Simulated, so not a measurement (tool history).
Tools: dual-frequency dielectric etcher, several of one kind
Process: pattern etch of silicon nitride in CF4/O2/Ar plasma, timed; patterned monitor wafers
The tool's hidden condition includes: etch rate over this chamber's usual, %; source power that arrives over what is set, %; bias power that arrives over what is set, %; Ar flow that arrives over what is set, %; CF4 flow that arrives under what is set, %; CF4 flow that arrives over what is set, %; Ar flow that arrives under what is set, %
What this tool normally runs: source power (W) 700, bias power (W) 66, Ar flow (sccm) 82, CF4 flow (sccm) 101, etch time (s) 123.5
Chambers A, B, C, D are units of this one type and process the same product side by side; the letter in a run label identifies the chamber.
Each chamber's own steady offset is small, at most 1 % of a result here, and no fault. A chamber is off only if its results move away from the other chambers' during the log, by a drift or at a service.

run	hour	source power (W)	bias power (W)	Ar flow (sccm)	CF4 flow (sccm)	etch time (s)	hours since the last wet clean	hours since the last source power generator calibration	hours since the last bias power generator calibration	hours since the last Ar flow controller change	hours since the last CF4 flow controller change	read-back reference wafer on the same gauge, depth_nm	mean etch depth across the wafer (nm)
1C	6.8	700	66	82	101	123.5	444.2	1616.3	1423.1	213.3	402.3	287.10	359.64
2B	12.1	700	66	82	101	123.5	439.9	983.6	4266.1	5837.8	219.3	287.06	357.94
3D	15.5	700	66	82	101	123.5	301.4	2109.1	3269.4	204.1	4134.9	287.14	360.66
4A	21.3	700	66	82	101	123.5	476.7	2120.2	328.4	5169.6	294.2	287.19	359.18
5A	24.4	700	66	82	101	123.5	479.8	2123.3	331.5	5172.7	297.3	287.21	359.59
# hour 24.7: chamber C: wet clean of the chamber
6D	27.8	700	66	82	101	123.5	313.7	2121.4	3281.7	216.4	4147.2	287.25	360.18
7B	33.8	700	66	82	101	123.5	461.6	1005.3	4287.8	5859.5	241.0	287.20	358.16
8C	39.5	700	66	82	101	123.5	14.8	1649.0	1455.8	246.0	435.0	287.24	359.51
# hour 40.7: chamber B: wet clean of the chamber
9A	46.4	700	66	82	101	123.5	501.8	2145.3	353.5	5194.7	319.3	287.34	360.13
10C	53.2	700	66	82	101	123.5	28.5	1662.7	1469.5	259.7	448.7	287.35	359.01
# hour 53.3: chamber A: Ar flow controller replaced
# hour 56.8: chamber B: Ar flow controller replaced
11D	57.7	700	66	82	78	123.5	343.6	2151.3	3311.6	246.3	4177.1	287.44	349.90
12B	62.4	700	66	82	78	123.5	21.7	1033.9	4316.4	5.7	269.6	287.44	348.61
13B	67.9	700	66	82	78	123.5	27.2	1039.4	4321.9	11.2	275.1	287.42	348.27
14A	71.3	700	66	82	78	123.5	526.7	2170.2	378.4	18.1	344.2	287.40	350.45
15C	75.9	700	66	82	101	123.5	51.2	1685.4	1492.2	282.4	471.4	287.54	359.74
16D	79.1	700	66	82	101	123.5	365.0	2172.7	3333.0	267.7	4198.5	287.48	361.27
17A	85.9	700	66	82	101	123.5	541.3	2184.8	393.0	32.7	358.8	287.52	360.93
18B	91.2	700	66	82	101	123.5	50.5	1062.7	4345.2	34.5	298.4	287.68	358.72
19C	97.8	700	66	82	101	123.5	73.1	1707.3	1514.1	304.3	493.3	287.64	360.07
20D	102.2	700	66	82	101	123.5	388.1	2195.8	3356.1	290.8	4221.6	287.75	361.53
21B	108.6	700	66	82	101	123.5	67.9	1080.1	4362.6	51.9	315.8	287.73	358.47
22A	112.6	700	66	82	101	123.5	568.0	2211.5	419.7	59.4	385.5	287.74	360.50
23D	117.5	700	66	82	101	123.5	403.4	2211.1	3371.4	306.1	4236.9	287.79	361.84
24C	124.0	700	66	82	101	123.5	99.3	1733.5	1540.3	330.5	519.5	287.86	360.00
# hour 128.0: chamber A: wet clean of the chamber
25D	129.9	700	66	82	101	123.5	415.8	2223.5	3383.8	318.5	4249.3	287.86	361.19
26B	135.8	600	72	82	101	123.5	95.1	1107.3	4389.8	79.1	343.0	287.85	324.52
27A	142.2	600	72	82	101	123.5	14.3	2241.1	449.3	89.0	415.1	287.97	325.50
28C	149.1	600	72	82	101	123.5	124.4	1758.6	1565.4	355.6	544.6	288.00	325.55
29B	154.1	600	72	82	101	123.5	113.4	1125.6	4408.1	97.4	361.3	288.02	324.12
30C	157.2	700	58	82	115	123.5	132.5	1766.7	1573.5	363.7	552.7	288.02	348.61
31D	163.0	700	58	82	115	123.5	448.9	2256.6	3416.9	351.6	4282.4	288.15	349.76
32A	166.9	700	58	82	115	123.5	39.0	2265.8	474.0	113.7	439.8	288.16	348.90
33B	171.6	700	58	82	115	123.5	130.9	1143.1	4425.6	114.9	378.8	288.16	347.57

All 4 chambers run these settings next. Forecast each chamber's results:
34A	176.7	700	80	82	101	123.5							?
34B	176.7	700	80	82	101	123.5							?
34C	176.7	700	80	82	101	123.5							?
34D	176.7	700	80	82	101	123.5							?

run	mean etch depth across the wafer (nm)
34A	388.17
34B	387.04
34C	388.23
34D	389.55
